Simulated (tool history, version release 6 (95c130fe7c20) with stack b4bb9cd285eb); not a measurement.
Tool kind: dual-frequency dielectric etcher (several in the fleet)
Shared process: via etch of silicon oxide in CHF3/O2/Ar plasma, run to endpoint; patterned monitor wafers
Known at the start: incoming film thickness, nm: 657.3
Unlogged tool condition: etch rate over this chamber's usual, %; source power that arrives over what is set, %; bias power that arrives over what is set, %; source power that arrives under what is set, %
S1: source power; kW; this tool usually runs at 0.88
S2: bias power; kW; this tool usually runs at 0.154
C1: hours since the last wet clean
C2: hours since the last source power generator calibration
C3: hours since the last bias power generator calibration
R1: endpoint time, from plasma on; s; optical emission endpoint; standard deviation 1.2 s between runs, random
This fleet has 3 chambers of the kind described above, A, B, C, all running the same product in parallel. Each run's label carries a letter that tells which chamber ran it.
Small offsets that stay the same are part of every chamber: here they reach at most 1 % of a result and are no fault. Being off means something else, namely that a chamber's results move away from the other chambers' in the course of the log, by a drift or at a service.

run   hour    S1     S2     C1      C2      C3      R1
 1A      7  0.88  0.154   52.6   467.7  3744.4  304.14
 2C   12.7  0.88  0.154  473.7  2076.8  1401.6  299.82
 3B   16.2  0.88  0.154  444.3  3220.1  1489.4  299.69
 4B   22.9  0.88  0.154    451  3226.8  1496.1  302.98
      25.8  -- chamber C: wet clean of the chamber
 5C   27.6  0.88  0.154    1.9  2091.7  1416.5  301.33
 6A   34.1  0.88  0.154   79.7   494.8  3771.5  306.51
 7B   40.5  0.88  0.154  468.6  3244.4  1513.7  302.11
 8A   46.7  0.88  0.154   92.3   507.4  3784.1  303.14
 9C   52.5  0.88  0.154   26.8  2116.6  1441.4  303.08
10B   55.7  0.88  0.154  483.8  3259.6  1528.9  301.64
11A   61.6  0.88  0.154  107.2   522.3    3799  304.85
12C   66.1  0.88  0.168   40.4  2130.2    1455  294.55
13A     73  0.88  0.168  118.6   533.7  3810.4  297.78
14C   79.8  0.88  0.168   54.1  2143.9  1468.7  293.53
15B   84.3  0.88  0.154  512.4  3288.2  1557.5  301.67
16C   89.1  0.88  0.154   63.4  2153.2    1478  304.54
17A   95.3  0.88  0.154  140.9     556  3832.7  306.42
18B   98.7  0.88  0.154  526.8  3302.6  1571.9  300.77
19C  103.8  0.88  0.154   78.1  2167.9  1492.7  300.73
20A  110.5  0.88  0.154  156.1   571.2  3847.9  303.73
21B  115.5  0.88  0.154  543.6  3319.4  1588.7  303.29
     118.3  -- chamber B: wet clean of the chamber
22C  122.1  0.88  0.154   96.4  2186.2    1511  301.46
23B  128.3  0.88  0.154   10.1  3332.2  1601.5  296.32
24A  133.8  0.88  0.154  179.4   594.5  3871.2     306
25B    139     1  0.154   20.8  3342.9  1612.2  278.99
     143.3  -- chamber B: source power generator calibrated
26C    144     1  0.154  118.3  2208.1  1532.9  286.37
27A  147.3     1  0.154  192.9     608  3884.7  288.72
28A  151.7  0.88  0.154  197.3   612.4  3889.1  304.26
29C  158.2  0.88  0.154  132.5  2222.3  1547.1  301.79
30B  162.1  0.88  0.177   43.9    18.8  1635.3  282.29
31C  167.6  0.88  0.177  141.9  2231.7  1556.5  289.83
32B  174.5  0.88  0.177   56.3    31.2  1647.7  284.18
33A  180.4  0.88  0.154    226   641.1  3917.8  304.45
34B  184.7  0.88  0.154   66.5    41.4  1657.9  296.86
35A  190.9  0.88  0.154  236.5   651.6  3928.3   304.5
36C  196.1  0.88  0.154  170.4  2260.2    1585  302.38

Is one chamber out of step, is the gauge drifting, or do the chambers differ by no more than their own small offsets? For an off chamber, give its letter and the likeliest cause.

A service left chamber B off against the others.
Likeliest cause: etch rate over this chamber's usual, % = 2.07.

Here are 4 candidates for chamber B's next run, each the usual settings with a change, their results left as question marks. Which one brings its results back in line with what the others give on the usual settings?
Allowed miss from the other chambers' usual-settings mean, per result, to count as in line: R1 4.1 s
37B-1  201.1  0.88  0.179               ?
37B-2  201.1  0.94  0.154               ?
37B-3  201.1  0.78  0.154               ?
37B-4  201.1  0.84  0.149               ?

What the other chambers average on the usual settings: R1 303.19 s
  run      R1
37B-1  281.24
37B-2  287.69
37B-3  309.57
37B-4  303.86
It is 37B-4 that realigns the chamber with its peers.

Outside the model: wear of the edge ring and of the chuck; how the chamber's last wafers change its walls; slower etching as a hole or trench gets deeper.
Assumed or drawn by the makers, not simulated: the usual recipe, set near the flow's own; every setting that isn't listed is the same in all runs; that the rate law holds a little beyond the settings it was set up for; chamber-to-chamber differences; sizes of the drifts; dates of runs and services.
